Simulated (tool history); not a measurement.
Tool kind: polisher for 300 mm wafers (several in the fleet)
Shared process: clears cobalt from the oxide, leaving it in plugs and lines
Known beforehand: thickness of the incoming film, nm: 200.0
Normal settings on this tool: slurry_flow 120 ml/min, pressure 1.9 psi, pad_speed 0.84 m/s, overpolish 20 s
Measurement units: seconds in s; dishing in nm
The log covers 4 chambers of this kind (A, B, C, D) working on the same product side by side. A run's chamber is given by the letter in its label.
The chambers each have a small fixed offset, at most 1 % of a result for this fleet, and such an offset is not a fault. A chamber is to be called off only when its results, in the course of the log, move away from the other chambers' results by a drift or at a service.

run   hour  slurry_flow  pressure  pad_speed  overpolish  wafers polished on this pad  hours since the slurry nozzle was cleaned  hours since the head pressure was calibrated  seconds  dishing
 1B   11.9          120       1.9       0.84          20                          822                                      489.9                                         977.8   57.721   43.251
 2D   25.3          120       1.9       0.84          20                          325                                      239.7                                         104.2   58.366   43.372
      30.5  -- chamber B: worn pad replaced by a new one
 3C   37.9          120       1.9       0.84          20                          508                                      440.7                                         158.8   58.513    44.24
      43.9  -- chamber A: worn pad replaced by a new one
 4A   46.7          120       1.9       0.84          20                           34                                      227.4                                         217.4   57.254   42.606
 5B   61.9          120       1.9       0.84          28                          377                                      539.9                                        1027.8    58.61   50.175
      62.5  -- chamber B: slurry nozzle cleaned
      63.5  -- chamber C: worn pad replaced by a new one
      69.8  -- chamber A: slurry nozzle cleaned
 6D   70.6          120       1.9       0.84          28                          869                                        285                                         149.5   58.139   51.413
      74.6  -- chamber D: worn pad replaced by a new one
 7A   78.5          120       1.9       0.84          28                          416                                        8.8                                         249.2   58.346     51.4
 8C   87.4          120       1.9       0.84          28                          287                                      490.2                                         208.3   57.562   49.171
      92.7  -- chamber B: head pressure recalibrated
 9C  100.2          120       1.9       0.84          20                          441                                        503                                         221.1   58.465   42.571
     105.9  -- chamber B: worn pad replaced by a new one
10B  109.2          120       1.9       0.84          20                           39                                       46.8                                          16.6   57.935   42.699
11D  123.8          120       1.6       0.84          13                          591                                      338.2                                         202.7   68.093   28.916
     125.6  -- chamber C: worn pad replaced by a new one
     129.8  -- chamber A: worn pad replaced by a new one
12A  133.3          120       1.6       0.84          13                           42                                       63.6                                           304   69.952   28.481
13B  144.6          120       1.6       0.84          13                          464                                       82.2                                            52   68.442   28.488
     155.1  -- chamber D: worn pad replaced by a new one
14C  155.6          120       1.6       0.84          13                          360                                      558.4                                         276.5   68.752   28.702
15A  168.4          120       1.9       0.84          20                          463                                       98.7                                         339.1    61.43   41.065
16D  175.8          120       1.9       0.84          20                          248                                      390.2                                         254.7   59.203   43.115
     177.4  -- chamber B: worn pad replaced by a new one
17B  189.6          120       1.9       0.84          20                          146                                      127.2                                            97   57.167   41.759
18A  197.4          120       1.9       0.84          20                          811                                      127.7                                         368.1   61.484   41.389
     201.1  -- chamber C: worn pad replaced by a new one
19C    212          120       1.9       0.84          20                          131                                      614.8                                         332.9   58.885   42.166
20D  220.4          120       1.9       0.84          20                          783                                      434.8                                         299.3   59.007   43.028
     227.8  -- chamber A: worn pad replaced by a new one
21A  229.8          120       1.9       0.84          20                           24                                      160.1                                         400.5   62.498   40.732
22C  243.6          120       1.9       0.84          20                          510                                      646.4                                         364.5   58.419    41.83
23D  252.7          120       1.9       0.84          20                         1171                                      467.1                                         331.6   58.306   41.275
     256.6  -- chamber D: worn pad replaced by a new one
24B  259.4          120       1.9       0.84          20                          984                                        197                                         166.8   58.338    43.67
     267.6  -- chamber B: worn pad replaced by a new one
25D  271.3          120       1.9       0.84          20                          176                                      485.7                                         350.2   58.517    42.04
     280.6  -- chamber C: slurry nozzle cleaned
26C  281.8          120       1.9       0.84          20                          968                                        1.2                                         402.7   57.302   43.732
     283.5  -- chamber C: worn pad replaced by a new one
27A  290.3          120       1.9       0.84          20                          750                                      220.6                                           461       64   41.217
28B  297.6          120       1.9       0.84          20                          360                                      235.2                                           205   57.997   41.925
29B  309.8          120       1.9       0.84          20                          507                                      247.4                                         217.2    58.51   42.807
30A  316.7          120       1.9       0.84          20                         1067                                        247                                         487.4   64.696   40.186
     326.5  -- chamber A: worn pad replaced by a new one
31D  326.5          120       1.9       0.84          20                          838                                      540.9                                         405.4   58.771   43.054
32C  338.3          120       1.9       0.84          20                          658                                       57.7                                         459.2    58.01   41.886
     343.6  -- chamber A: slurry nozzle cleaned
33A  348.6          120       1.9       0.84          20                          265                                        5.1                                         519.3   65.147    39.62
     356.7  -- chamber B: worn pad replaced by a new one
34B  360.6          105       1.9       0.84          20                           47                                      298.2                                           268    59.54   43.042

Read the log: is a single chamber off, either drifting away or since a service, is the gauge that measures every chamber drifting, or is nothing wrong beyond small per-chamber offsets? Name any odd chamber and what most likely caused it.

One chamber, A, drifts off from the rest bit by bit.
What lies behind it: head's pressure below its setpoint, % = 11.9.

Chamber A could run next with any of the 4 candidate recipes listed below; each alters the usual settings, and their results appear as question marks. Which one brings its results back in line with what the other chambers deliver on the usual settings?
In line here means within this much of the mean the other chambers give on the usual settings: seconds 1.9 s; dishing 2.4 nm
35A-1  371.6          120       2.1       0.94          20                                                                                                                              ?        ?
35A-2  371.6          120       1.7       0.76          21                                                                                                                              ?        ?
35A-3  371.6          120       1.8       0.78          20                                                                                                                              ?        ?
35A-4  371.6          120         2        0.9          20                                                                                                                              ?        ?

The other chambers' mean on the usual settings: seconds 58.076 s; dishing 42.302 nm
  run  seconds  dishing
35A-1   53.537   45.068
35A-2   81.456    36.15
35A-3   75.038   36.924
35A-4   58.662   42.864
It is 35A-4 that realigns the chamber with its peers.
